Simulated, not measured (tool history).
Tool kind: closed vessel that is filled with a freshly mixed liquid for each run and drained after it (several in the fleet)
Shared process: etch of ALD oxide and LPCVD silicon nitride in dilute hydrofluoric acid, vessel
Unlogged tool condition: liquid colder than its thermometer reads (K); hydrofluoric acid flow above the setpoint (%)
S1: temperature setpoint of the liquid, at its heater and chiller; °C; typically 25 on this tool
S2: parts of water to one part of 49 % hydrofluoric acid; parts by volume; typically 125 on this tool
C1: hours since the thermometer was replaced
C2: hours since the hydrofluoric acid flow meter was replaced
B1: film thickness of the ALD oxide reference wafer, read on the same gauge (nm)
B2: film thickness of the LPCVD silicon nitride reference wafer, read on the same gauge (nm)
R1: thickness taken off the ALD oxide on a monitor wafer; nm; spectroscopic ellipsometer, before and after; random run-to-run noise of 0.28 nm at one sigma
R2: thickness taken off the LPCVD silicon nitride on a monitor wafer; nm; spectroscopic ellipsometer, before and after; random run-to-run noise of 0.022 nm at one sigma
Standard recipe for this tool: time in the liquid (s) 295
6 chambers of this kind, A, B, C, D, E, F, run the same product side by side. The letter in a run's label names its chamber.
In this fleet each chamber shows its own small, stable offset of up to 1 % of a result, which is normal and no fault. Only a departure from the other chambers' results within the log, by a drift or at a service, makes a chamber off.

run 1A hour=8.5 | S1=25 S2=125 time_in_the_liquid_(s)=295 | C1=769.6 C2=1409.6 | B1=49.999 B2=90.004 | R1=32.79 R2=1.1961
run 2B hour=14.2 | S1=25 S2=125 time_in_the_liquid_(s)=295 | C1=405.1 C2=427.7 | B1=49.989 B2=89.982 | R1=32.749 R2=1.2292
run 3C hour=19.7 | S1=25 S2=125 time_in_the_liquid_(s)=295 | C1=2548.5 C2=208.2 | B1=50.008 B2=90.006 | R1=32.213 R2=1.2189
run 4F hour=27.9 | S1=25 S2=125 time_in_the_liquid_(s)=295 | C1=727.9 C2=549.4 | B1=49.986 B2=90.006 | R1=33.659 R2=1.215
run 5E hour=38.1 | S1=28.5 S2=125 time_in_the_liquid_(s)=420 | C1=63.6 C2=1112.4 | B1=50.005 B2=90.007 | R1=53.893 R2=2.2089
run 6D hour=46.3 | S1=28.5 S2=125 time_in_the_liquid_(s)=420 | C1=89.6 C2=551.5 | B1=50.001 B2=90.008 | R1=53.997 R2=2.2493
run 7C hour=58.6 | S1=28.5 S2=125 time_in_the_liquid_(s)=420 | C1=2587.4 C2=247.1 | B1=49.998 B2=89.996 | R1=53.559 R2=2.1508
run 8D hour=70.1 | S1=28.5 S2=125 time_in_the_liquid_(s)=420 | C1=113.4 C2=575.3 | B1=50.015 B2=90 | R1=53.332 R2=2.2509
run 9E hour=80 | S1=28.5 S2=125 time_in_the_liquid_(s)=420 | C1=105.5 C2=1154.3 | B1=50.009 B2=89.993 | R1=54.131 R2=2.1605
run 10B hour=87.3 | S1=28.5 S2=125 time_in_the_liquid_(s)=420 | C1=478.2 C2=500.8 | B1=50.003 B2=89.998 | R1=53.377 R2=2.2146
run 11A hour=99.6 | S1=25 S2=125 time_in_the_liquid_(s)=295 | C1=860.7 C2=1500.7 | B1=50.018 B2=89.99 | R1=33.633 R2=1.2809
run 12F hour=109.7 | S1=25 S2=125 time_in_the_liquid_(s)=295 | C1=809.7 C2=631.2 | B1=50.001 B2=90.004 | R1=33.422 R2=1.2586
run 13F hour=115.7 | S1=25 S2=125 time_in_the_liquid_(s)=295 | C1=815.7 C2=637.2 | B1=50.017 B2=90.008 | R1=33.272 R2=1.2143
run 14B hour=124.6 | S1=25 S2=125 time_in_the_liquid_(s)=295 | C1=515.5 C2=538.1 | B1=50 B2=89.994 | R1=33.052 R2=1.2258
-- hour=126.2 chamber A: thermometer replaced
run 15E hour=134.9 | S1=25 S2=125 time_in_the_liquid_(s)=295 | C1=160.4 C2=1209.2 | B1=50.013 B2=89.998 | R1=32.226 R2=1.2474
run 16D hour=144.2 | S1=25 S2=125 time_in_the_liquid_(s)=295 | C1=187.5 C2=649.4 | B1=50.015 B2=90.007 | R1=33.205 R2=1.21
run 17C hour=154.6 | S1=25 S2=125 time_in_the_liquid_(s)=295 | C1=2683.4 C2=343.1 | B1=49.99 B2=89.979 | R1=32.566 R2=1.233
-- hour=159 chamber C: thermometer replaced
-- hour=163.6 chamber F: hydrofluoric acid flow meter replaced
run 18A hour=167.4 | S1=25 S2=125 time_in_the_liquid_(s)=295 | C1=41.3 C2=1568.5 | B1=49.984 B2=90.026 | R1=33.132 R2=1.2498
run 19D hour=176.6 | S1=25 S2=125 time_in_the_liquid_(s)=295 | C1=219.9 C2=681.8 | B1=49.999 B2=89.994 | R1=33.229 R2=1.2399
-- hour=178.7 chamber A: hydrofluoric acid flow meter replaced
run 20B hour=187.2 | S1=25 S2=125 time_in_the_liquid_(s)=295 | C1=578.1 C2=600.7 | B1=49.998 B2=90.005 | R1=33.523 R2=1.2787
run 21A hour=193.6 | S1=25 S2=125 time_in_the_liquid_(s)=295 | C1=67.5 C2=14.9 | B1=49.986 B2=90.007 | R1=32.942 R2=1.264
-- hour=196.5 chamber D: hydrofluoric acid flow meter replaced
run 22C hour=204.5 | S1=25 S2=125 time_in_the_liquid_(s)=295 | C1=45.5 C2=393 | B1=50.01 B2=90.004 | R1=33.079 R2=1.2497
run 23F hour=215.5 | S1=29.5 S2=175 time_in_the_liquid_(s)=295 | C1=915.5 C2=52 | B1=49.996 B2=89.976 | R1=26.382 R2=1.2106
run 24E hour=223.7 | S1=29.5 S2=175 time_in_the_liquid_(s)=295 | C1=249.2 C2=1298 | B1=50.024 B2=89.976 | R1=25.962 R2=1.2267
run 25F hour=233.6 | S1=29.5 S2=175 time_in_the_liquid_(s)=295 | C1=933.6 C2=70.1 | B1=49.983 B2=89.998 | R1=26.382 R2=1.1692
run 26D hour=242.7 | S1=29.5 S2=175 time_in_the_liquid_(s)=295 | C1=286 C2=46.2 | B1=50.007 B2=90.016 | R1=25.662 R2=1.1783
run 27C hour=253.9 | S1=29.5 S2=175 time_in_the_liquid_(s)=295 | C1=94.9 C2=442.4 | B1=49.992 B2=90.002 | R1=25.658 R2=1.1388
run 28B hour=262.4 | S1=29.5 S2=175 time_in_the_liquid_(s)=295 | C1=653.3 C2=675.9 | B1=49.997 B2=90.024 | R1=27.223 R2=1.215
run 29A hour=270.3 | S1=25 S2=125 time_in_the_liquid_(s)=295 | C1=144.2 C2=91.6 | B1=49.981 B2=89.986 | R1=33.36 R2=1.2305
run 30E hour=278.5 | S1=25 S2=125 time_in_the_liquid_(s)=295 | C1=304 C2=1352.8 | B1=49.99 B2=90.002 | R1=32.517 R2=1.2186
run 31F hour=289.4 | S1=25 S2=150 time_in_the_liquid_(s)=295 | C1=989.4 C2=125.9 | B1=49.992 B2=90.03 | R1=26.528 R2=1.0201
run 32D hour=297.1 | S1=25 S2=150 time_in_the_liquid_(s)=295 | C1=340.4 C2=100.6 | B1=50.014 B2=90.013 | R1=26.705 R2=1.0337
run 33A hour=306.9 | S1=25 S2=150 time_in_the_liquid_(s)=295 | C1=180.8 C2=128.2 | B1=50.006 B2=89.979 | R1=26.928 R2=1.0235
run 34C hour=318 | S1=25 S2=150 time_in_the_liquid_(s)=295 | C1=159 C2=506.5 | B1=50.021 B2=90.021 | R1=26.27 R2=0.99846
run 35E hour=330.3 | S1=25 S2=150 time_in_the_liquid_(s)=295 | C1=355.8 C2=1404.6 | B1=50.008 B2=90.015 | R1=26.266 R2=1.0259
run 36B hour=338.3 | S1=25 S2=150 time_in_the_liquid_(s)=295 | C1=729.2 C2=751.8 | B1=50.011 B2=89.987 | R1=28.818 R2=1.1041
run 37C hour=346.4 | S1=25 S2=125 time_in_the_liquid_(s)=295 | C1=187.4 C2=534.9 | B1=49.995 B2=89.992 | R1=32.281 R2=1.2226
run 38F hour=357.3 | S1=25 S2=125 time_in_the_liquid_(s)=295 | C1=1057.3 C2=193.8 | B1=49.982 B2=89.998 | R1=33.238 R2=1.2403

Predict what each chamber gives when all 6 of them run the settings below next.
run 39A hour=366.4 | S1=25 S2=125 time_in_the_liquid_(s)=295 | R1=? R2=?
run 39B hour=366.4 | S1=25 S2=125 time_in_the_liquid_(s)=295 | R1=? R2=?
run 39C hour=366.4 | S1=25 S2=125 time_in_the_liquid_(s)=295 | R1=? R2=?
run 39D hour=366.4 | S1=25 S2=125 time_in_the_liquid_(s)=295 | R1=? R2=?
run 39E hour=366.4 | S1=25 S2=125 time_in_the_liquid_(s)=295 | R1=? R2=?
run 39F hour=366.4 | S1=25 S2=125 time_in_the_liquid_(s)=295 | R1=? R2=?

run=39A R1=32.787 R2=1.2404
run=39B R1=35.673 R2=1.2916
run=39C R1=33.044 R2=1.207
run=39D R1=32.71 R2=1.1973
run=39E R1=32.412 R2=1.2568
run=39F R1=33.319 R2=1.2949
